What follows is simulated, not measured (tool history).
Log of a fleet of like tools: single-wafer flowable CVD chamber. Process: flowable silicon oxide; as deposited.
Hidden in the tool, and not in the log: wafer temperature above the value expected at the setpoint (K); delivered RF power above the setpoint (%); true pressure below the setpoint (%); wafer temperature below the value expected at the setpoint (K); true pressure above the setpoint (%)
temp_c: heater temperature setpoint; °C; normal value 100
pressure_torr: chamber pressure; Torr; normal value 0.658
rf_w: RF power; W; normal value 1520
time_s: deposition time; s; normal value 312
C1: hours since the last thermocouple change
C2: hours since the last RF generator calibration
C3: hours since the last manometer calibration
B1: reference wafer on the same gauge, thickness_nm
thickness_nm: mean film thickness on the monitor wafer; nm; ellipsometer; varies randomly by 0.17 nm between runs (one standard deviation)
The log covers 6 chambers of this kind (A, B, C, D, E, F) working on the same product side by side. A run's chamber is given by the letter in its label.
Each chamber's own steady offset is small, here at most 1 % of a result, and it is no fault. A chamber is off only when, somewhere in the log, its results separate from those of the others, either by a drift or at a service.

At hour 1.3: chamber B: RF generator calibrated.
Run 1E, hour 10.3: usual settings; C1 336.5; C2 1500.0; C3 932.7; B1 119.00. Result: thickness_nm 137.240 nm.
Run 2C, hour 20.0: usual settings; C1 479.9; C2 735.2; C3 2613.9; B1 119.05. Result: thickness_nm 135.500 nm.
Run 3A, hour 27.8: usual settings; C1 537.7; C2 495.3; C3 3127.7; B1 119.04. Result: thickness_nm 136.550 nm.
Run 4D, hour 35.3: usual settings; C1 2163.5; C2 1731.0; C3 275.5; B1 119.05. Result: thickness_nm 135.660 nm.
Run 5B, hour 44.0: usual settings but temp_c 114 °C; C1 1201.6; C2 42.7; C3 512.2; B1 119.03. Result: thickness_nm 85.899 nm.
Run 6F, hour 56.9: usual settings but temp_c 114 °C; C1 1333.4; C2 342.4; C3 379.1; B1 119.07. Result: thickness_nm 85.702 nm.
Run 7B, hour 69.2: usual settings but temp_c 114 °C; C1 1226.8; C2 67.9; C3 537.4; B1 119.09. Result: thickness_nm 86.262 nm.
Run 8D, hour 82.0: usual settings but temp_c 114 °C; C1 2210.2; C2 1777.7; C3 322.2; B1 119.09. Result: thickness_nm 85.772 nm.
Run 9E, hour 94.4: usual settings but temp_c 114 °C; C1 420.6; C2 1584.1; C3 1016.8; B1 119.15. Result: thickness_nm 87.197 nm.
Run 10F, hour 108.1: usual settings but temp_c 114 °C; C1 1384.6; C2 393.6; C3 430.3; B1 119.19. Result: thickness_nm 86.026 nm.
Run 11A, hour 114.7: usual settings; C1 624.6; C2 582.2; C3 3214.6; B1 119.20. Result: thickness_nm 136.470 nm.
At hour 117.0: chamber A: capacitance manometer re-zeroed and calibrated.
Run 12C, hour 126.7: usual settings; C1 586.6; C2 841.9; C3 2720.6; B1 119.21. Result: thickness_nm 135.580 nm.
Run 13D, hour 135.4: usual settings but pressure_torr 0.752 Torr, time_s 290 s; C1 2263.6; C2 1831.1; C3 375.6; B1 119.18. Result: thickness_nm 151.480 nm.
Run 14E, hour 147.1: usual settings but pressure_torr 0.752 Torr, time_s 290 s; C1 473.3; C2 1636.8; C3 1069.5; B1 119.19. Result: thickness_nm 152.950 nm.
Run 15F, hour 153.8: usual settings but pressure_torr 0.752 Torr, time_s 290 s; C1 1430.3; C2 439.3; C3 476.0; B1 119.22. Result: thickness_nm 152.030 nm.
Run 16A, hour 163.1: usual settings but pressure_torr 0.752 Torr, time_s 290 s; C1 673.0; C2 630.6; C3 46.2; B1 119.26. Result: thickness_nm 153.360 nm.
Run 17B, hour 169.6: usual settings but pressure_torr 0.752 Torr, time_s 290 s; C1 1327.2; C2 168.3; C3 637.8; B1 119.23. Result: thickness_nm 152.140 nm.
Run 18C, hour 179.5: usual settings but pressure_torr 0.752 Torr, time_s 290 s; C1 639.4; C2 894.7; C3 2773.4; B1 119.31. Result: thickness_nm 151.220 nm.
Run 19E, hour 193.1: usual settings; C1 519.3; C2 1682.8; C3 1115.5; B1 119.28. Result: thickness_nm 137.450 nm.
Run 20C, hour 206.2: usual settings; C1 666.1; C2 921.4; C3 2800.1; B1 119.33. Result: thickness_nm 136.030 nm.
Run 21A, hour 213.4: usual settings; C1 723.3; C2 680.9; C3 96.5; B1 119.29. Result: thickness_nm 136.620 nm.
Run 22F, hour 226.4: usual settings but pressure_torr 0.712 Torr, time_s 351 s; C1 1502.9; C2 511.9; C3 548.6; B1 119.33. Result: thickness_nm 171.230 nm.
Run 23B, hour 237.9: usual settings but pressure_torr 0.712 Torr, time_s 351 s; C1 1395.5; C2 236.6; C3 706.1; B1 119.35. Result: thickness_nm 171.200 nm.
Run 24D, hour 244.5: usual settings but pressure_torr 0.712 Torr, time_s 351 s; C1 2372.7; C2 1940.2; C3 484.7; B1 119.37. Result: thickness_nm 170.460 nm.
At hour 248.2: chamber E: RF generator calibrated.
Run 25B, hour 250.7: usual settings but pressure_torr 0.712 Torr, time_s 351 s; C1 1408.3; C2 249.4; C3 718.9; B1 119.36. Result: thickness_nm 171.250 nm.
Run 26C, hour 264.0: usual settings but pressure_torr 0.712 Torr, time_s 351 s; C1 723.9; C2 979.2; C3 2857.9; B1 119.40. Result: thickness_nm 170.360 nm.
Run 27F, hour 276.2: usual settings but pressure_torr 0.712 Torr, time_s 351 s; C1 1552.7; C2 561.7; C3 598.4; B1 119.37. Result: thickness_nm 171.160 nm.
Run 28A, hour 284.4: usual settings; C1 794.3; C2 751.9; C3 167.5; B1 119.42. Result: thickness_nm 137.170 nm.
Run 29E, hour 294.3: usual settings; C1 620.5; C2 46.1; C3 1216.7; B1 119.42. Result: thickness_nm 137.250 nm.
Run 30D, hour 306.1: usual settings; C1 2434.3; C2 2001.8; C3 546.3; B1 119.43. Result: thickness_nm 135.910 nm.
Run 31B, hour 313.1: usual settings; C1 1470.7; C2 311.8; C3 781.3; B1 119.48. Result: thickness_nm 136.970 nm.
Run 32A, hour 322.5: usual settings; C1 832.4; C2 790.0; C3 205.6; B1 119.50. Result: thickness_nm 136.650 nm.
At hour 335.7: chamber D: RF generator calibrated.
Run 33E, hour 336.2: usual settings; C1 662.4; C2 88.0; C3 1258.6; B1 119.50. Result: thickness_nm 137.480 nm.
Run 34F, hour 349.2: usual settings; C1 1625.7; C2 634.7; C3 671.4; B1 119.56. Result: thickness_nm 136.530 nm.
Run 35C, hour 362.6: usual settings but rf_w 1750 W; C1 822.5; C2 1077.8; C3 2956.5; B1 119.54. Result: thickness_nm 141.880 nm.
Run 36D, hour 371.1: usual settings but rf_w 1750 W; C1 2499.3; C2 35.5; C3 611.3; B1 119.57. Result: thickness_nm 141.310 nm.
Run 37D, hour 380.0: usual settings but rf_w 1750 W; C1 2508.2; C2 44.4; C3 620.2; B1 119.63. Result: thickness_nm 141.790 nm.
Run 38F, hour 387.7: usual settings but rf_w 1750 W; C1 1664.2; C2 673.2; C3 709.9; B1 119.58. Result: thickness_nm 142.180 nm.
Run 39E, hour 394.0: usual settings but rf_w 1750 W; C1 720.2; C2 145.8; C3 1316.4; B1 119.61. Result: thickness_nm 143.550 nm.
Run 40A, hour 403.0: usual settings but rf_w 1750 W; C1 912.9; C2 870.5; C3 286.1; B1 119.56. Result: thickness_nm 143.000 nm.

For the next run the whole fleet of 6 chambers uses the same settings. Give each chamber's results:
Run 41A, hour 413.1: usual settings. Result: thickness_nm ?.
Run 41B, hour 413.1: usual settings. Result: thickness_nm ?.
Run 41C, hour 413.1: usual settings. Result: thickness_nm ?.
Run 41D, hour 413.1: usual settings. Result: thickness_nm ?.
Run 41E, hour 413.1: usual settings. Result: thickness_nm ?.
Run 41F, hour 413.1: usual settings. Result: thickness_nm ?.

run  thickness_nm
41A       136.960
41B       137.380
41C       136.250
41D       136.350
41E       137.850
41F       136.560
